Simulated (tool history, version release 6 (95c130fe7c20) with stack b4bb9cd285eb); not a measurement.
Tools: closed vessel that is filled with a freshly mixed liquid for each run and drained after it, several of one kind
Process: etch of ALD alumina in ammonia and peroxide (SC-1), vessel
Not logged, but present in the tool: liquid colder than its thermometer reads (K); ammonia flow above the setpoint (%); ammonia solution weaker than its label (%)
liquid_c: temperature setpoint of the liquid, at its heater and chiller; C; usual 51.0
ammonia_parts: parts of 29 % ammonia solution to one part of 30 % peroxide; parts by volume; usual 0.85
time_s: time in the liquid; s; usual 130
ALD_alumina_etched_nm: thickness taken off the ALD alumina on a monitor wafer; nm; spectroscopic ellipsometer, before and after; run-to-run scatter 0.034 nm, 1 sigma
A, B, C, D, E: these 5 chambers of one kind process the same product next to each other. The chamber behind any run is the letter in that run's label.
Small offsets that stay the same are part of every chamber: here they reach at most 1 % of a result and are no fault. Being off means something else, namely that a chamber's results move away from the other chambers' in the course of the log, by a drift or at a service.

run   hour  liquid_c  ammonia_parts  time_s  hours since the thermometer was replaced  hours since the ammonia flow meter was replaced  hours since the drum of ammonia solution was connected  read-back film thickness of the ALD alumina reference wafer, read on the same gauge (nm)  ALD_alumina_etched_nm
 1B    6.1      51.0           0.85     130                                     342.4                                           2123.6                                                   226.7                                                                                    120.01                 8.9002
 2E   13.0      51.0           0.85     130                                     816.1                                            526.2                                                   902.1                                                                                    120.00                 8.9195
 3A   23.8      51.0           0.85     130                                    1293.6                                           1333.6                                                   284.5                                                                                    120.00                 9.0525
 4D   31.4      51.0           0.85     130                                     462.9                                            376.4                                                   352.1                                                                                    120.00                 8.9283
 5C   42.0      51.0           0.85     130                                     482.6                                             52.5                                                   257.8                                                                                    119.99                 9.0245
 6A   47.0      51.0           0.85     130                                    1316.8                                           1356.8                                                   307.7                                                                                    119.98                 9.0538
 7D   51.8      51.0           0.85     130                                     483.3                                            396.8                                                   372.5                                                                                    119.99                 8.8496
      54.0  -- chamber E: new drum of ammonia solution connected
 8C   59.8      51.0           0.85     130                                     500.4                                             70.3                                                   275.6                                                                                    119.98                 8.9834
 9E   70.2      54.5           0.70     130                                     873.3                                            583.4                                                    16.3                                                                                    119.99                10.5030
10B   78.9      54.5           0.70     130                                     415.2                                           2196.4                                                   299.5                                                                                    119.99                10.6120
11E   89.1      54.5           0.70     130                                     892.2                                            602.3                                                    35.2                                                                                    120.02                10.5970
12D   99.6      54.5           0.70     130                                     531.1                                            444.6                                                   420.3                                                                                    119.99                10.5780
13C  109.6      54.5           0.70     130                                     550.2                                            120.1                                                   325.4                                                                                    120.01                10.5770
14A  116.6      51.0           0.85     130                                    1386.4                                           1426.4                                                   377.3                                                                                    120.00                 9.0300
15B  126.5      51.0           0.85     130                                     462.8                                           2244.0                                                   347.1                                                                                    120.01                 8.9605
16A  131.8      51.0           0.85     130                                    1401.6                                           1441.6                                                   392.5                                                                                    120.00                 9.0647
17B  138.4      51.0           0.85     130                                     474.7                                           2255.9                                                   359.0                                                                                    119.99                 8.8739
18E  144.4      51.0           0.85     130                                     947.5                                            657.6                                                    90.5                                                                                    119.99                 8.9227
     151.0  -- chamber C: new drum of ammonia solution connected
19C  152.2      51.0           0.85     130                                     592.8                                            162.7                                                     1.2                                                                                    120.00                 8.9780
20D  157.9      51.0           0.85     130                                     589.4                                            502.9                                                   478.6                                                                                    120.00                 8.9320
21A  166.6      51.0           0.85     130                                    1436.4                                           1476.4                                                   427.3                                                                                    120.01                 8.9222
22E  174.3      51.0           0.85     130                                     977.4                                            687.5                                                   120.4                                                                                    120.00                 8.8607
23B  182.0      51.0           0.85     130                                     518.3                                           2299.5                                                   402.6                                                                                    120.00                 8.9426
24C  187.1      51.0           0.85     130                                     627.7                                            197.6                                                    36.1                                                                                    120.00                 8.9971
     196.3  -- chamber B: ammonia flow meter replaced
25D  196.9      51.0           0.85     130                                     628.4                                            541.9                                                   517.6                                                                                    120.00                 8.9416
26A  205.1      51.0           0.85     130                                    1474.9                                           1514.9                                                   465.8                                                                                    119.99                 8.8835
27E  212.6      51.0           0.85     130                                    1015.7                                            725.8                                                   158.7                                                                                    120.00                 8.9121
28B  218.8      51.0           0.85     105                                     555.1                                             22.5                                                   439.4                                                                                    120.02                 7.2193
29D  225.2      51.0           0.85     105                                     656.7                                            570.2                                                   545.9                                                                                    119.98                 7.2144
30C  232.8      51.0           0.85     105                                     673.4                                            243.3                                                    81.8                                                                                    120.01                 7.2045
31C  243.5      51.0           0.85     105                                     684.1                                            254.0                                                    92.5                                                                                    120.00                 7.2390
32A  252.5      51.0           0.85     105                                    1522.3                                           1562.3                                                   513.2                                                                                    119.99                 7.1398
33B  258.1      51.0           0.85     130                                     594.4                                             61.8                                                   478.7                                                                                    120.01                 8.9661
34E  266.1      51.0           0.85     130                                    1069.2                                            779.3                                                   212.2                                                                                    120.00                 8.9099
35D  271.5      51.0           0.85     130                                     703.0                                            616.5                                                   592.2                                                                                    119.99                 8.9913
36D  280.2      51.0           0.85     130                                     711.7                                            625.2                                                   600.9                                                                                    120.00                 8.8875
37C  287.4      51.0           0.85     130                                     728.0                                            297.9                                                   136.4                                                                                    120.02                 9.0400
38E  293.3      51.0           0.85     130                                    1096.4                                            806.5                                                   239.4                                                                                    120.00                 8.9101
39B  301.2      51.0           0.85     130                                     637.5                                            104.9                                                   521.8                                                                                    120.00                 8.9350
     304.5  -- chamber A: ammonia flow meter replaced
40A  311.6      51.0           0.85     130                                    1581.4                                              7.2                                                   572.3                                                                                    120.01                 8.6948
41A  317.5      51.0           0.85     130                                    1587.3                                             13.1                                                   578.2                                                                                    119.99                 8.7180

Is one chamber out of step, is the gauge drifting, or do the chambers differ by no more than their own small offsets? For an off chamber, give its letter and the likeliest cause.

One chamber, A, drifts off from the rest bit by bit.
Most likely cause: liquid colder than its thermometer reads (K) = 0.754.

Chamber A could run next with any of the 4 candidate recipes listed below; each alters the usual settings, and their results appear as question marks. Which one brings its results back in line with what the other chambers deliver on the usual settings?
A result is in line if it is within this distance of the other chambers' mean on the usual settings: ALD_alumina_etched_nm 0.1200 nm
42A-1  325.3      51.0           0.45     130                                                                                                                                                                                                                                                                   ?
42A-2  325.3      51.5           0.85     130                                                                                                                                                                                                                                                                   ?
42A-3  325.3      50.5           0.85     130                                                                                                                                                                                                                                                                   ?
42A-4  325.3      52.0           0.85     130                                                                                                                                                                                                                                                                   ?

Other chambers, usual settings, mean: ALD_alumina_etched_nm 8.9365 nm
  run  ALD_alumina_etched_nm
42A-1                 8.1800
42A-2                 8.9193
42A-3                 8.4432
42A-4                 9.1661
The answer is 42A-2, which returns the chamber to within the allowed miss of the others.
